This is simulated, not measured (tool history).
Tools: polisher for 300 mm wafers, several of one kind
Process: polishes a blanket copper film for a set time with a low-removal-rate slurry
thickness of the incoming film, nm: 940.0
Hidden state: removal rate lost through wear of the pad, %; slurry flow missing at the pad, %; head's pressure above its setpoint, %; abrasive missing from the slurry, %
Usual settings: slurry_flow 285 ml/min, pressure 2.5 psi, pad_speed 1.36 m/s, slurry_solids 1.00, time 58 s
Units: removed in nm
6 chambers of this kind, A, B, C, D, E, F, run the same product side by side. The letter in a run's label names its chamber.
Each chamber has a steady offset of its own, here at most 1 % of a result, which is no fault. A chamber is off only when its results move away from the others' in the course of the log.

run     day  slurry_flow  pressure  pad_speed  slurry_solids  time  wafers polished on this pad  hours since the slurry nozzle was cleaned  hours since the head pressure was calibrated  hours since the slurry blender was calibrated  removed
      0.046  -- chamber A: head pressure recalibrated
      0.062  -- chamber E: worn pad replaced by a new one
      0.338  -- chamber B: slurry blender recalibrated
 1A   0.450          285       2.5       1.36           1.00    58                          601                                      413.9                                           9.7                                          128.1   227.29
 2B   0.975          285       2.5       1.36           1.00    58                          465                                      408.3                                          37.0                                           15.3   234.52
 3C   1.267          285       2.5       1.36           1.00    58                          258                                      404.4                                        1296.5                                          127.1   224.85
      1.633  -- chamber D: worn pad replaced by a new one
 4F   1.688          285       2.5       1.36           1.00    58                          798                                       71.2                                         207.8                                          301.2   227.47
      1.742  -- chamber F: worn pad replaced by a new one
 5D   1.962          375       2.0       1.36           1.00    58                           67                                      405.0                                         441.3                                          120.9   189.40
 6E   2.350          375       2.0       1.36           1.00    58                          463                                      531.4                                          64.9                                          198.4   188.44
      2.846  -- chamber B: worn pad replaced by a new one
 7D   2.883          375       2.0       1.36           1.00    58                          253                                      427.1                                         463.4                                          143.0   190.72
      3.067  -- chamber A: slurry nozzle cleaned
 8E   3.329          375       2.0       1.36           1.00    58                          661                                      554.9                                          88.4                                          221.9   186.99
      3.562  -- chamber E: worn pad replaced by a new one
      3.608  -- chamber A: worn pad replaced by a new one
      3.712  -- chamber C: head pressure recalibrated
 9F   3.846          375       2.0       1.36           1.00    58                          426                                      123.0                                         259.6                                          353.0   184.53
      4.062  -- chamber C: worn pad replaced by a new one
10C   4.421          375       2.0       1.36           1.00    58                           73                                      480.1                                          17.1                                          202.8   187.11
11A   4.942          285       2.5       1.36           1.00    58                          270                                       45.1                                         117.5                                          235.9   229.43
      5.004  -- chamber E: slurry blender recalibrated
      5.092  -- chamber E: slurry nozzle cleaned
      5.229  -- chamber F: worn pad replaced by a new one
12B   5.246          285       2.5       1.36           1.00    58                          486                                      510.8                                         139.5                                          117.8   227.79
      5.383  -- chamber D: worn pad replaced by a new one
13B   5.771          285       2.9       1.36           1.00    58                          592                                      523.4                                         152.1                                          130.4   267.23
14D   6.192          285       2.9       1.36           1.00    58                          164                                      506.5                                         542.8                                          222.4   270.17
      6.358  -- chamber B: worn pad replaced by a new one
15F   6.471          285       2.9       1.36           1.00    58                          252                                      186.0                                         322.6                                          416.0   267.95
16C   6.996          285       2.9       1.36           1.00    58                          594                                      541.9                                          78.9                                          264.6   265.41
      7.417  -- chamber A: slurry blender recalibrated
17A   7.542          285       2.9       1.36           1.00    58                          796                                      107.5                                         179.9                                            3.1   266.96
      7.579  -- chamber E: worn pad replaced by a new one
      7.712  -- chamber B: slurry nozzle cleaned
18E   8.029          285       2.9       1.36           1.00    58                           91                                       70.6                                         201.2                                           72.6   263.60
19F   8.654          285       2.5       1.36           0.90    58                          694                                      238.4                                         375.0                                          468.4   221.07
      8.888  -- chamber F: slurry blender recalibrated
      8.962  -- chamber F: slurry nozzle cleaned
20B   9.192          285       2.5       1.36           0.90    58                          574                                       35.6                                         234.2                                          212.5   224.91
      9.238  -- chamber F: worn pad replaced by a new one
      9.375  -- chamber D: worn pad replaced by a new one
      9.400  -- chamber C: worn pad replaced by a new one
      9.479  -- chamber C: slurry blender recalibrated
21C   9.783          285       2.5       1.36           0.90    58                           78                                      608.8                                         145.8                                            7.3   223.57
      9.808  -- chamber B: worn pad replaced by a new one
22E  10.158          285       2.5       1.36           0.90    58                          522                                      121.7                                         252.3                                          123.7   222.79
     10.350  -- chamber A: worn pad replaced by a new one
23D  10.521          285       2.5       1.36           0.90    58                          232                                      610.4                                         646.7                                          326.3   229.66
24A  10.954          285       2.5       1.36           0.90    58                          122                                      189.4                                         261.8                                           85.0   222.41
25A  11.454          285       2.5       1.36           1.15    58                          223                                      201.4                                         273.8                                           97.0   238.66
     11.762  -- chamber E: worn pad replaced by a new one
26C  12.038          285       2.5       1.36           1.15    58                          534                                      662.9                                         199.9                                           61.4   236.94
     12.567  -- chamber F: worn pad replaced by a new one
27B  12.575          285       2.5       1.36           1.15    58                          560                                      116.8                                         315.4                                          293.7   236.35
28E  12.888          285       2.5       1.36           1.15    58                          228                                      187.2                                         317.8                                          189.2   237.00
     12.962  -- chamber D: worn pad replaced by a new one
29F  13.458          285       2.5       1.36           1.15    58                          180                                      108.0                                         490.3                                          109.8   231.20
     13.533  -- chamber B: head pressure recalibrated
     13.658  -- chamber B: worn pad replaced by a new one
     13.996  -- chamber D: slurry blender recalibrated
30D  14.046          285       2.5       1.36           1.15    58                          219                                      695.0                                         731.3                                            1.2   237.70
     14.125  -- chamber B: slurry blender recalibrated
     14.367  -- chamber C: worn pad replaced by a new one
31F  14.400          285       2.5       1.36           0.80    74                          371                                      130.6                                         512.9                                          132.4   281.98
     14.983  -- chamber E: worn pad replaced by a new one
32E  14.992          285       2.5       1.36           0.80    74                            1                                      237.7                                         368.3                                          239.7   273.61
33B  15.617          285       2.5       1.36           0.80    74                          396                                      189.8                                          50.1                                           35.9   278.97
     15.958  -- chamber C: slurry nozzle cleaned
34C  16.133          285       2.5       1.36           0.80    74                          357                                        4.2                                         298.2                                          159.7   277.88
     16.525  -- chamber D: worn pad replaced by a new one
35A  16.562          285       2.5       1.36           0.80    74                         1258                                      324.0                                         396.4                                          219.6   276.12
     16.650  -- chamber F: worn pad replaced by a new one
36D  17.021          285       2.5       1.36           0.80    74                          100                                      766.4                                         802.7                                           72.6   277.29
37C  17.367          285       2.5       1.36           1.00    58                          607                                       33.8                                         327.8                                          189.3   225.94
38D  17.900          285       2.5       1.36           1.00    58                          278                                      787.5                                         823.8                                           93.7   227.96
39F  18.329          285       1.9       1.36           1.00    49                          340                                      224.9                                         607.2                                          226.7   146.50

Is one chamber off against the others, does the gauge drift, or is nothing wrong? If a chamber is off, say which, and what the likeliest cause is.

No chamber stands off beyond its own small offset, and the gauge holds steady.
